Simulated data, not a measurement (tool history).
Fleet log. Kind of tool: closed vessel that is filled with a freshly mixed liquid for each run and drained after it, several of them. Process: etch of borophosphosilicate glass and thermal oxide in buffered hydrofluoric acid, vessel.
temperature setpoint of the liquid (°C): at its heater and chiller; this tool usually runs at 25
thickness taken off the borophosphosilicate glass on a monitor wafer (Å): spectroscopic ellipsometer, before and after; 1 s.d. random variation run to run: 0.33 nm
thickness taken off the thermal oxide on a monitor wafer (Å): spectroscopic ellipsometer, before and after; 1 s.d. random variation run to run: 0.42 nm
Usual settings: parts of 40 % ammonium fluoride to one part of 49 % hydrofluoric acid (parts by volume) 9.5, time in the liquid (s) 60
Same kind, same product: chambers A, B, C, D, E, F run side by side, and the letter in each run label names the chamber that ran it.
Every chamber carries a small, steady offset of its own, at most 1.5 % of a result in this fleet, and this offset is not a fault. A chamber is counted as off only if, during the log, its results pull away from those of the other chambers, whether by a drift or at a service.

run   hour  temperature setpoint of the liquid (°C)  parts of 40 % ammonium fluoride to one part of 49 % hydrofluoric acid (parts by volume)  time in the liquid (s)  hours since the thermometer was replaced  hours since the hydrofluoric acid flow meter was replaced  read-back film thickness of the borophosphosilicate glass reference wafer, read on the same gauge (nm)  read-back film thickness of the thermal oxide reference wafer, read on the same gauge (nm)  thickness taken off the borophosphosilicate glass on a monitor wafer (Å)  thickness taken off the thermal oxide on a monitor wafer (Å)
 1D    5.4                                       25                                                                                      9.5                      60                                     493.5                                                      817.2                                                                                                  79.996                                                                                      110.04                                                                    919.06                                                        733.66
 2B   12.1                                       25                                                                                      9.5                      60                                        65                                                      291.1                                                                                                  80.016                                                                                         110                                                                    932.32                                                        739.01
 3E   15.7                                       25                                                                                      9.5                      60                                    1136.9                                                      256.4                                                                                                  80.078                                                                                      110.01                                                                    942.19                                                        743.75
 4A   20.8                                       25                                                                                      9.5                      60                                       418                                                      520.6                                                                                                   80.03                                                                                      109.98                                                                     927.8                                                        744.54
 5F   24.6                                       25                                                                                      9.5                      60                                       928                                                      278.9                                                                                                  79.976                                                                                      109.99                                                                    931.67                                                        747.01
 6C   29.6                                       25                                                                                      9.5                      60                                     204.8                                                     1937.5                                                                                                   80.03                                                                                      109.98                                                                    938.82                                                        741.81
 7D   36.3                                       25                                                                                      9.5                      60                                     524.4                                                      848.1                                                                                                  80.033                                                                                      109.94                                                                    920.17                                                        730.22
 8A   42.4                                       25                                                                                      6.5                      50                                     439.6                                                      542.2                                                                                                  79.999                                                                                      109.97                                                                      1128                                                        898.69
      45.9  -- chamber F: thermometer replaced
 9E   49.2                                       25                                                                                      6.5                      50                                    1170.4                                                      289.9                                                                                                  79.947                                                                                      110.03                                                                    1144.3                                                        902.17
10F   53.9                                       25                                                                                      6.5                      50                                       8.1                                                      308.2                                                                                                  79.951                                                                                      109.93                                                                    1141.4                                                        903.66
11C   60.5                                       25                                                                                      6.5                      50                                     235.7                                                     1968.4                                                                                                  80.037                                                                                      109.97                                                                    1129.5                                                        888.67
12B     65                                       25                                                                                      6.5                      50                                     117.9                                                        344                                                                                                  80.008                                                                                         110                                                                    1143.3                                                        898.92
13C   68.7                                       25                                                                                      6.5                      50                                     243.9                                                     1976.6                                                                                                  80.045                                                                                      109.97                                                                    1130.3                                                        884.64
14A   73.2                                       25                                                                                     11.5                      60                                     470.4                                                        573                                                                                                  79.981                                                                                      110.04                                                                    779.74                                                        624.67
15D   78.2                                       25                                                                                     11.5                      60                                     566.3                                                        890                                                                                                  80.021                                                                                      110.01                                                                    776.54                                                        612.37
16B   84.9                                       25                                                                                     11.5                      60                                     137.8                                                      363.9                                                                                                  80.017                                                                                      109.97                                                                    785.08                                                         624.4
      86.5  -- chamber D: hydrofluoric acid flow meter replaced
17F   88.6                                       25                                                                                     11.5                      60                                      42.8                                                      342.9                                                                                                  80.068                                                                                      110.03                                                                    782.18                                                        627.24
18E   92.2                                       25                                                                                     11.5                      60                                    1213.4                                                      332.9                                                                                                  79.973                                                                                      109.96                                                                    788.92                                                        623.54
19F   96.3                                       25                                                                                     11.5                      60                                      50.5                                                      350.6                                                                                                  79.949                                                                                      110.02                                                                    789.34                                                         632.7
20E  103.6                                       25                                                                                        6                      60                                    1224.8                                                      344.3                                                                                                  80.039                                                                                      109.99                                                                    1478.6                                                        1162.2
21B  108.7                                       25                                                                                        6                      60                                     161.6                                                      387.7                                                                                                  79.956                                                                                         110                                                                    1470.6                                                        1164.2
     109.6  -- chamber C: hydrofluoric acid flow meter replaced
22D  113.3                                       25                                                                                        6                      60                                     601.4                                                       26.8                                                                                                  79.957                                                                                      109.97                                                                    1453.6                                                        1147.7
23A  118.5                                       25                                                                                        6                      60                                     515.7                                                      618.3                                                                                                  80.018                                                                                      109.99                                                                    1456.1                                                        1146.5
24C  124.5                                       25                                                                                        6                      60                                     299.7                                                         15                                                                                                  80.019                                                                                      109.98                                                                    1445.3                                                          1146
25B    131                                       25                                                                                        6                      60                                     183.9                                                        410                                                                                                  79.967                                                                                      109.98                                                                    1471.5                                                        1158.5
26E  134.6                                       25                                                                                      9.5                      60                                    1255.8                                                      375.3                                                                                                  80.005                                                                                      109.99                                                                    932.49                                                        751.58
27A  141.8                                       25                                                                                      9.5                      60                                       539                                                      641.6                                                                                                      80                                                                                         110                                                                    928.91                                                        748.98
28C  149.6                                       25                                                                                      9.5                      60                                     324.8                                                       40.1                                                                                                  79.966                                                                                         110                                                                     930.6                                                        745.34
29D  155.1                                       25                                                                                      9.5                      60                                     643.2                                                       68.6                                                                                                  79.966                                                                                      110.01                                                                    923.45                                                        733.61
30F  158.8                                       25                                                                                      9.5                      60                                       113                                                      413.1                                                                                                  79.994                                                                                      109.98                                                                    936.93                                                        744.11
31B  162.5                                       21                                                                                     13.5                      60                                     215.4                                                      441.5                                                                                                  79.978                                                                                      110.02                                                                    540.28                                                        428.61
32C  169.6                                       21                                                                                     13.5                      60                                     344.8                                                       60.1                                                                                                   80.03                                                                                      110.01                                                                    544.32                                                           430
33D  173.1                                       21                                                                                     13.5                      60                                     661.2                                                       86.6                                                                                                  79.969                                                                                      110.01                                                                    533.61                                                        426.67
34E  180.6                                       21                                                                                     13.5                      60                                    1301.8                                                      421.3                                                                                                   80.04                                                                                      109.98                                                                       541                                                        429.39
35A  186.1                                       21                                                                                     13.5                      60                                     583.3                                                      685.9                                                                                                  80.039                                                                                      109.98                                                                    537.68                                                        427.43
36F  192.8                                       21                                                                                     13.5                      60                                       147                                                      447.1                                                                                                  80.012                                                                                      109.96                                                                    536.16                                                        432.89
37B  200.3                                       25                                                                                      9.5                      60                                     253.2                                                      479.3                                                                                                  79.954                                                                                      109.96                                                                    932.33                                                        737.59
38D  207.9                                       25                                                                                      9.5                      60                                       696                                                      121.4                                                                                                  80.016                                                                                      109.96                                                                     920.6                                                        738.08
39C  213.3                                       25                                                                                      9.5                      60                                     388.5                                                      103.8                                                                                                  80.018                                                                                      110.02                                                                    933.21                                                        744.58
40A  220.7                                       25                                                                                      9.5                      60                                     617.9                                                      720.5                                                                                                  80.026                                                                                      110.04                                                                    923.19                                                        742.69
41E  227.1                                       25                                                                                      9.5                      60                                    1348.3                                                      467.8                                                                                                   79.96                                                                                      109.98                                                                    938.13                                                        743.83
42F  234.2                                       25                                                                                      9.5                      60                                     188.4                                                      488.5                                                                                                  80.038                                                                                      110.04                                                                    934.11                                                        739.65

Decide between three cases: one chamber stands off from its peers, the gauge reading all wafers drifts, or nothing is wrong past each chamber's small offset. Where a chamber is off, say which and what most likely put it there.

The fleet is healthy, with each chamber sitting at its usual small offset and no drift in the gauge.
